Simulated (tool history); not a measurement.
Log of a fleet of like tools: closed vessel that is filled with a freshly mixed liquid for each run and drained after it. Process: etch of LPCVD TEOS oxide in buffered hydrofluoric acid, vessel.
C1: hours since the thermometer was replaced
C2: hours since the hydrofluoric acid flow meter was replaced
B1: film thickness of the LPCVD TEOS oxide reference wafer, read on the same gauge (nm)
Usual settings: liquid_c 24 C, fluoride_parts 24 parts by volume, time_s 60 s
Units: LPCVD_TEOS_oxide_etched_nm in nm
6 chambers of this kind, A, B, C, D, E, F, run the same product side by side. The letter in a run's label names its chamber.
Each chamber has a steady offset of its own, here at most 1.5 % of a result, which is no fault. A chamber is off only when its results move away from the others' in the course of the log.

run 1C day=0.542 | liquid_c=24 fluoride_parts=24 time_s=60 | C1=1869.4 C2=38 | B1=99.969 | LPCVD_TEOS_oxide_etched_nm=124.59
run 2E day=1.067 | liquid_c=24 fluoride_parts=24 time_s=60 | C1=1460.6 C2=374 | B1=100.02 | LPCVD_TEOS_oxide_etched_nm=123.38
run 3A day=1.412 | liquid_c=24 fluoride_parts=24 time_s=60 | C1=949.2 C2=436.9 | B1=100.02 | LPCVD_TEOS_oxide_etched_nm=124.77
run 4F day=1.892 | liquid_c=24 fluoride_parts=24 time_s=60 | C1=229.9 C2=172.6 | B1=99.998 | LPCVD_TEOS_oxide_etched_nm=126.73
run 5B day=2.329 | liquid_c=24 fluoride_parts=24 time_s=60 | C1=150.1 C2=852.9 | B1=99.988 | LPCVD_TEOS_oxide_etched_nm=124.8
run 6D day=2.754 | liquid_c=24 fluoride_parts=24 time_s=60 | C1=102.8 C2=623.5 | B1=100.01 | LPCVD_TEOS_oxide_etched_nm=126.31
run 7B day=3.308 | liquid_c=24 fluoride_parts=24 time_s=60 | C1=173.6 C2=876.4 | B1=100.01 | LPCVD_TEOS_oxide_etched_nm=125.02
run 8A day=3.7 | liquid_c=24 fluoride_parts=24 time_s=60 | C1=1004.1 C2=491.8 | B1=99.991 | LPCVD_TEOS_oxide_etched_nm=124.57
-- day=3.717 chamber A: hydrofluoric acid flow meter replaced
run 9C day=4.321 | liquid_c=24 fluoride_parts=24 time_s=60 | C1=1960.1 C2=128.7 | B1=100.01 | LPCVD_TEOS_oxide_etched_nm=122.56
run 10D day=4.667 | liquid_c=24 fluoride_parts=24 time_s=60 | C1=148.7 C2=669.4 | B1=100 | LPCVD_TEOS_oxide_etched_nm=126
run 11E day=5.275 | liquid_c=24 fluoride_parts=24 time_s=60 | C1=1561.6 C2=475 | B1=100.03 | LPCVD_TEOS_oxide_etched_nm=126.97
run 12F day=5.746 | liquid_c=24 fluoride_parts=24 time_s=60 | C1=322.4 C2=265.1 | B1=99.988 | LPCVD_TEOS_oxide_etched_nm=123.95
run 13E day=6.358 | liquid_c=24 fluoride_parts=24 time_s=60 | C1=1587.6 C2=501 | B1=100.02 | LPCVD_TEOS_oxide_etched_nm=124.41
run 14A day=6.662 | liquid_c=24 fluoride_parts=24 time_s=60 | C1=1075.2 C2=70.8 | B1=99.985 | LPCVD_TEOS_oxide_etched_nm=124.23
run 15C day=7.238 | liquid_c=24 fluoride_parts=24 time_s=60 | C1=2030.1 C2=198.7 | B1=99.98 | LPCVD_TEOS_oxide_etched_nm=124.1
run 16B day=7.712 | liquid_c=24 fluoride_parts=24 time_s=60 | C1=279.3 C2=982.1 | B1=99.993 | LPCVD_TEOS_oxide_etched_nm=124.7
run 17F day=8.346 | liquid_c=24 fluoride_parts=24 time_s=60 | C1=384.8 C2=327.5 | B1=99.98 | LPCVD_TEOS_oxide_etched_nm=122.01
run 18D day=8.825 | liquid_c=24 fluoride_parts=24 time_s=60 | C1=248.5 C2=769.2 | B1=100.04 | LPCVD_TEOS_oxide_etched_nm=124.56
run 19A day=9.233 | liquid_c=24 fluoride_parts=24 time_s=60 | C1=1136.9 C2=132.5 | B1=99.998 | LPCVD_TEOS_oxide_etched_nm=124.62
run 20F day=9.754 | liquid_c=24 fluoride_parts=24 time_s=60 | C1=418.6 C2=361.3 | B1=100.03 | LPCVD_TEOS_oxide_etched_nm=124.28
run 21D day=10.104 | liquid_c=24 fluoride_parts=24 time_s=60 | C1=279.2 C2=799.9 | B1=100 | LPCVD_TEOS_oxide_etched_nm=126.56
run 22B day=10.546 | liquid_c=24 fluoride_parts=24 time_s=60 | C1=347.3 C2=1050.1 | B1=100.04 | LPCVD_TEOS_oxide_etched_nm=125.22
run 23E day=11.154 | liquid_c=24 fluoride_parts=24 time_s=60 | C1=1702.7 C2=616.1 | B1=100.02 | LPCVD_TEOS_oxide_etched_nm=124.77
run 24C day=11.725 | liquid_c=24 fluoride_parts=24 time_s=60 | C1=2137.8 C2=306.4 | B1=99.974 | LPCVD_TEOS_oxide_etched_nm=125.11
run 25C day=12.225 | liquid_c=24 fluoride_parts=24 time_s=60 | C1=2149.8 C2=318.4 | B1=99.962 | LPCVD_TEOS_oxide_etched_nm=123.74
run 26E day=12.825 | liquid_c=24 fluoride_parts=24 time_s=60 | C1=1742.8 C2=656.2 | B1=99.981 | LPCVD_TEOS_oxide_etched_nm=125.26
run 27D day=13.433 | liquid_c=24 fluoride_parts=24 time_s=60 | C1=359.1 C2=879.8 | B1=100.06 | LPCVD_TEOS_oxide_etched_nm=126.43
run 28B day=13.942 | liquid_c=24 fluoride_parts=24 time_s=60 | C1=428.8 C2=1131.6 | B1=99.995 | LPCVD_TEOS_oxide_etched_nm=125.78
run 29F day=14.508 | liquid_c=24 fluoride_parts=24 time_s=60 | C1=532.7 C2=475.4 | B1=100.03 | LPCVD_TEOS_oxide_etched_nm=125.04
-- day=14.617 chamber D: hydrofluoric acid flow meter replaced
run 30A day=15.121 | liquid_c=24 fluoride_parts=30 time_s=60 | C1=1278.2 C2=273.8 | B1=100 | LPCVD_TEOS_oxide_etched_nm=105.94
run 31B day=15.612 | liquid_c=24 fluoride_parts=30 time_s=60 | C1=468.9 C2=1171.7 | B1=99.971 | LPCVD_TEOS_oxide_etched_nm=106.49
run 32A day=15.925 | liquid_c=24 fluoride_parts=30 time_s=60 | C1=1297.5 C2=293.1 | B1=100.02 | LPCVD_TEOS_oxide_etched_nm=106.7
run 33C day=16.346 | liquid_c=24 fluoride_parts=30 time_s=60 | C1=2248.7 C2=417.3 | B1=99.996 | LPCVD_TEOS_oxide_etched_nm=105.97
run 34D day=16.7 | liquid_c=24 fluoride_parts=30 time_s=60 | C1=437.5 C2=50 | B1=100.01 | LPCVD_TEOS_oxide_etched_nm=107.03
-- day=16.817 chamber C: thermometer replaced
run 35F day=16.996 | liquid_c=24 fluoride_parts=30 time_s=60 | C1=592.4 C2=535.1 | B1=99.968 | LPCVD_TEOS_oxide_etched_nm=105.87
run 36E day=17.304 | liquid_c=24 fluoride_parts=24 time_s=60 | C1=1850.3 C2=763.7 | B1=100.05 | LPCVD_TEOS_oxide_etched_nm=125.37
run 37C day=17.712 | liquid_c=24 fluoride_parts=24 time_s=60 | C1=21.6 C2=450.1 | B1=99.994 | LPCVD_TEOS_oxide_etched_nm=123.43
run 38D day=18.092 | liquid_c=24 fluoride_parts=30 time_s=60 | C1=470.9 C2=83.4 | B1=100.01 | LPCVD_TEOS_oxide_etched_nm=107.58
run 39E day=18.65 | liquid_c=24 fluoride_parts=30 time_s=60 | C1=1882.6 C2=796 | B1=100.03 | LPCVD_TEOS_oxide_etched_nm=107.24
run 40A day=19.033 | liquid_c=24 fluoride_parts=30 time_s=60 | C1=1372.1 C2=367.7 | B1=99.946 | LPCVD_TEOS_oxide_etched_nm=106.94
run 41F day=19.604 | liquid_c=24 fluoride_parts=30 time_s=60 | C1=655 C2=597.7 | B1=100.02 | LPCVD_TEOS_oxide_etched_nm=107.46
run 42B day=19.954 | liquid_c=24 fluoride_parts=30 time_s=60 | C1=573.1 C2=1275.9 | B1=99.974 | LPCVD_TEOS_oxide_etched_nm=107.42
run 43B day=20.325 | liquid_c=24 fluoride_parts=30 time_s=60 | C1=582 C2=1284.8 | B1=99.997 | LPCVD_TEOS_oxide_etched_nm=109.07

All 6 chambers run these settings next. Forecast each chamber's results:
run 44A day=20.792 | liquid_c=24 fluoride_parts=24 time_s=60 | LPCVD_TEOS_oxide_etched_nm=?
run 44B day=20.792 | liquid_c=24 fluoride_parts=24 time_s=60 | LPCVD_TEOS_oxide_etched_nm=?
run 44C day=20.792 | liquid_c=24 fluoride_parts=24 time_s=60 | LPCVD_TEOS_oxide_etched_nm=?
run 44D day=20.792 | liquid_c=24 fluoride_parts=24 time_s=60 | LPCVD_TEOS_oxide_etched_nm=?
run 44E day=20.792 | liquid_c=24 fluoride_parts=24 time_s=60 | LPCVD_TEOS_oxide_etched_nm=?
run 44F day=20.792 | liquid_c=24 fluoride_parts=24 time_s=60 | LPCVD_TEOS_oxide_etched_nm=?

run=44A LPCVD_TEOS_oxide_etched_nm=124.89
run=44B LPCVD_TEOS_oxide_etched_nm=124.91
run=44C LPCVD_TEOS_oxide_etched_nm=124.74
run=44D LPCVD_TEOS_oxide_etched_nm=124.56
run=44E LPCVD_TEOS_oxide_etched_nm=127.18
run=44F LPCVD_TEOS_oxide_etched_nm=125.94

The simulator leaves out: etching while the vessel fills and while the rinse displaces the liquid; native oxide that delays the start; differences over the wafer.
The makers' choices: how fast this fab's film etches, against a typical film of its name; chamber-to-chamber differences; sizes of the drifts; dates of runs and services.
